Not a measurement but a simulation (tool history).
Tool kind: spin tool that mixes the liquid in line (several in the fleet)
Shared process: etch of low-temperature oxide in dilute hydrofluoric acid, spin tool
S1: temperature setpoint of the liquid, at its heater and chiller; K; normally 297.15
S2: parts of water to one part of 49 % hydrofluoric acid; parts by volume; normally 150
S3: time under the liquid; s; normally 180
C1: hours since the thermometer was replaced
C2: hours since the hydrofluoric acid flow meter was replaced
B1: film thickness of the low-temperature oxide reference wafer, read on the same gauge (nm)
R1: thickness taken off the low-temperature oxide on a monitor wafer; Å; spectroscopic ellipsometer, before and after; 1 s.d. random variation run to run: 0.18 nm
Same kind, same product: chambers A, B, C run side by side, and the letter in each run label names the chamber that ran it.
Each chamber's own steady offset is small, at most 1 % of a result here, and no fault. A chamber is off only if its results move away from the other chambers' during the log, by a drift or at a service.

| run | hour | S1 | S2 | S3 | C1 | C2 | B1 | R1 |
|---|---|---|---|---|---|---|---|---|
| 1C | 10.0 | 297.15 | 150 | 180 | 282.0 | 266.5 | 149.94 | 190.60 |
| 2A | 17.4 | 297.15 | 150 | 180 | 228.6 | 594.8 | 150.03 | 196.07 |
| 3B | 25.6 | 297.15 | 150 | 180 | 549.0 | 526.4 | 150.01 | 191.84 |
| 4C | 32.8 | 297.15 | 150 | 180 | 304.8 | 289.3 | 149.96 | 190.68 |
| 5A | 44.7 | 297.15 | 150 | 180 | 255.9 | 622.1 | 150.02 | 192.77 |
| 6B | 56.4 | 297.15 | 150 | 180 | 579.8 | 557.2 | 149.97 | 193.65 |
| 7B | 66.0 | 297.15 | 150 | 180 | 589.4 | 566.8 | 149.97 | 192.97 |
| 8C | 73.8 | 297.15 | 150 | 180 | 345.8 | 330.3 | 150.02 | 191.50 |
| 9A | 83.6 | 297.15 | 150 | 180 | 294.8 | 661.0 | 150.02 | 196.72 |
| 10C | 97.4 | 300.65 | 80 | 180 | 369.4 | 353.9 | 149.99 | 458.56 |
| 11A | 103.9 | 300.65 | 80 | 180 | 315.1 | 681.3 | 150.02 | 454.69 |
| 12B | 112.6 | 300.65 | 80 | 180 | 636.0 | 613.4 | 150.01 | 438.95 |
| 13B | 120.4 | 297.15 | 150 | 180 | 643.8 | 621.2 | 150.04 | 192.43 |
| 14C | 128.2 | 297.15 | 150 | 180 | 400.2 | 384.7 | 149.98 | 189.04 |
| 15A | 135.6 | 297.15 | 150 | 180 | 346.8 | 713.0 | 150.01 | 191.06 |
| 16C | 147.0 | 297.15 | 150 | 180 | 419.0 | 403.5 | 150.03 | 190.83 |
| 17A | 160.5 | 297.15 | 150 | 180 | 371.7 | 737.9 | 149.99 | 193.15 |
| 18B | 173.8 | 297.15 | 150 | 180 | 697.2 | 674.6 | 149.98 | 189.80 |
| 19B | 182.0 | 297.15 | 215 | 180 | 705.4 | 682.8 | 150.03 | 123.12 |
| 20C | 191.6 | 297.15 | 215 | 180 | 463.6 | 448.1 | 149.99 | 124.19 |
| 21A | 204.6 | 297.15 | 215 | 180 | 415.8 | 782.0 | 149.99 | 126.74 |
| 22C | 217.3 | 297.15 | 150 | 180 | 489.3 | 473.8 | 150.01 | 189.93 |

Next, every chamber runs the same settings. What will each give?
| 23A | 227.6 | 297.15 | 150 | 180 |  |  |  | ? |
| 23B | 227.6 | 297.15 | 150 | 180 |  |  |  | ? |
| 23C | 227.6 | 297.15 | 150 | 180 |  |  |  | ? |

| run | R1 |
|---|---|
| 23A | 194.54 |
| 23B | 189.16 |
| 23C | 187.80 |
